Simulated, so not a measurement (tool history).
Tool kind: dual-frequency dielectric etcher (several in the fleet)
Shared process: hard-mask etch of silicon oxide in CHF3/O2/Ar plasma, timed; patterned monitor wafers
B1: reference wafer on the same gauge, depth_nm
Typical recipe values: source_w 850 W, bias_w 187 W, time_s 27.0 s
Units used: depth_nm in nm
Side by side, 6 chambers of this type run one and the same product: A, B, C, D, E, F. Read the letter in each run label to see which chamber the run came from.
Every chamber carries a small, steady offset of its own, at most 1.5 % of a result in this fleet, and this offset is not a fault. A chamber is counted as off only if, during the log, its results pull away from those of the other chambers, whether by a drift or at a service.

run 1E hour=3.2 | source_w=850 bias_w=187 time_s=27.0 | B1=58.911 | depth_nm=62.380
run 2C hour=7.1 | source_w=850 bias_w=187 time_s=27.0 | B1=58.911 | depth_nm=62.749
run 3F hour=12.7 | source_w=850 bias_w=187 time_s=27.0 | B1=58.851 | depth_nm=61.633
run 4D hour=18.6 | source_w=850 bias_w=187 time_s=27.0 | B1=58.936 | depth_nm=62.099
run 5A hour=22.2 | source_w=850 bias_w=187 time_s=27.0 | B1=58.903 | depth_nm=60.919
run 6B hour=25.7 | source_w=850 bias_w=187 time_s=27.0 | B1=58.943 | depth_nm=61.756
run 7B hour=30.0 | source_w=850 bias_w=187 time_s=27.0 | B1=58.909 | depth_nm=61.846
run 8C hour=33.2 | source_w=850 bias_w=187 time_s=27.0 | B1=58.905 | depth_nm=62.819
run 9D hour=38.0 | source_w=850 bias_w=187 time_s=27.0 | B1=58.908 | depth_nm=62.090
run 10E hour=40.7 | source_w=850 bias_w=187 time_s=27.0 | B1=58.894 | depth_nm=62.471
run 11F hour=45.9 | source_w=710 bias_w=187 time_s=32.0 | B1=58.885 | depth_nm=67.992
run 12A hour=50.2 | source_w=710 bias_w=187 time_s=32.0 | B1=58.915 | depth_nm=67.255
run 13D hour=54.0 | source_w=710 bias_w=187 time_s=32.0 | B1=58.922 | depth_nm=68.802
run 14F hour=56.9 | source_w=710 bias_w=187 time_s=32.0 | B1=58.889 | depth_nm=67.719
-- hour=59.1 chamber F: bias power generator calibrated
run 15C hour=61.9 | source_w=710 bias_w=187 time_s=32.0 | B1=58.879 | depth_nm=69.387
-- hour=66.9 chamber E: source power generator calibrated
run 16B hour=67.3 | source_w=710 bias_w=187 time_s=32.0 | B1=58.896 | depth_nm=68.197
run 17A hour=71.8 | source_w=850 bias_w=187 time_s=27.0 | B1=58.876 | depth_nm=60.676
run 18E hour=74.6 | source_w=850 bias_w=187 time_s=27.0 | B1=58.881 | depth_nm=61.979
run 19B hour=77.6 | source_w=850 bias_w=187 time_s=27.0 | B1=58.890 | depth_nm=61.856
run 20A hour=82.8 | source_w=850 bias_w=187 time_s=27.0 | B1=58.924 | depth_nm=61.051
run 21E hour=87.7 | source_w=850 bias_w=187 time_s=27.0 | B1=58.895 | depth_nm=61.787
run 22D hour=93.6 | source_w=850 bias_w=187 time_s=27.0 | B1=58.896 | depth_nm=62.419
run 23C hour=99.1 | source_w=1000 bias_w=233 time_s=27.0 | B1=58.903 | depth_nm=71.995
run 24F hour=105.1 | source_w=1000 bias_w=233 time_s=27.0 | B1=58.929 | depth_nm=70.292
run 25A hour=111.0 | source_w=1000 bias_w=233 time_s=27.0 | B1=58.886 | depth_nm=70.095
run 26C hour=116.4 | source_w=1000 bias_w=233 time_s=27.0 | B1=58.879 | depth_nm=71.979
run 27B hour=121.0 | source_w=1000 bias_w=233 time_s=27.0 | B1=58.878 | depth_nm=71.019
run 28F hour=126.7 | source_w=1000 bias_w=233 time_s=27.0 | B1=58.883 | depth_nm=70.363
run 29E hour=131.4 | source_w=850 bias_w=187 time_s=27.0 | B1=58.879 | depth_nm=60.844
run 30D hour=135.1 | source_w=930 bias_w=187 time_s=31.5 | B1=58.935 | depth_nm=75.202
run 31E hour=140.0 | source_w=930 bias_w=187 time_s=31.5 | B1=58.897 | depth_nm=73.241
run 32A hour=142.7 | source_w=930 bias_w=187 time_s=31.5 | B1=58.892 | depth_nm=73.807
run 33D hour=146.6 | source_w=930 bias_w=187 time_s=31.5 | B1=58.919 | depth_nm=74.960
run 34B hour=150.4 | source_w=930 bias_w=187 time_s=31.5 | B1=58.910 | depth_nm=74.840
run 35C hour=155.6 | source_w=930 bias_w=187 time_s=31.5 | B1=58.908 | depth_nm=75.722
run 36F hour=160.5 | source_w=850 bias_w=187 time_s=27.0 | B1=58.912 | depth_nm=61.659

Next, every chamber runs the same settings. What will each give?
run 37A hour=164.8 | source_w=850 bias_w=187 time_s=27.0 | depth_nm=?
run 37B hour=164.8 | source_w=850 bias_w=187 time_s=27.0 | depth_nm=?
run 37C hour=164.8 | source_w=850 bias_w=187 time_s=27.0 | depth_nm=?
run 37D hour=164.8 | source_w=850 bias_w=187 time_s=27.0 | depth_nm=?
run 37E hour=164.8 | source_w=850 bias_w=187 time_s=27.0 | depth_nm=?
run 37F hour=164.8 | source_w=850 bias_w=187 time_s=27.0 | depth_nm=?

run=37A depth_nm=61.018
run=37B depth_nm=61.845
run=37C depth_nm=62.716
run=37D depth_nm=62.061
run=37E depth_nm=60.413
run=37F depth_nm=61.358
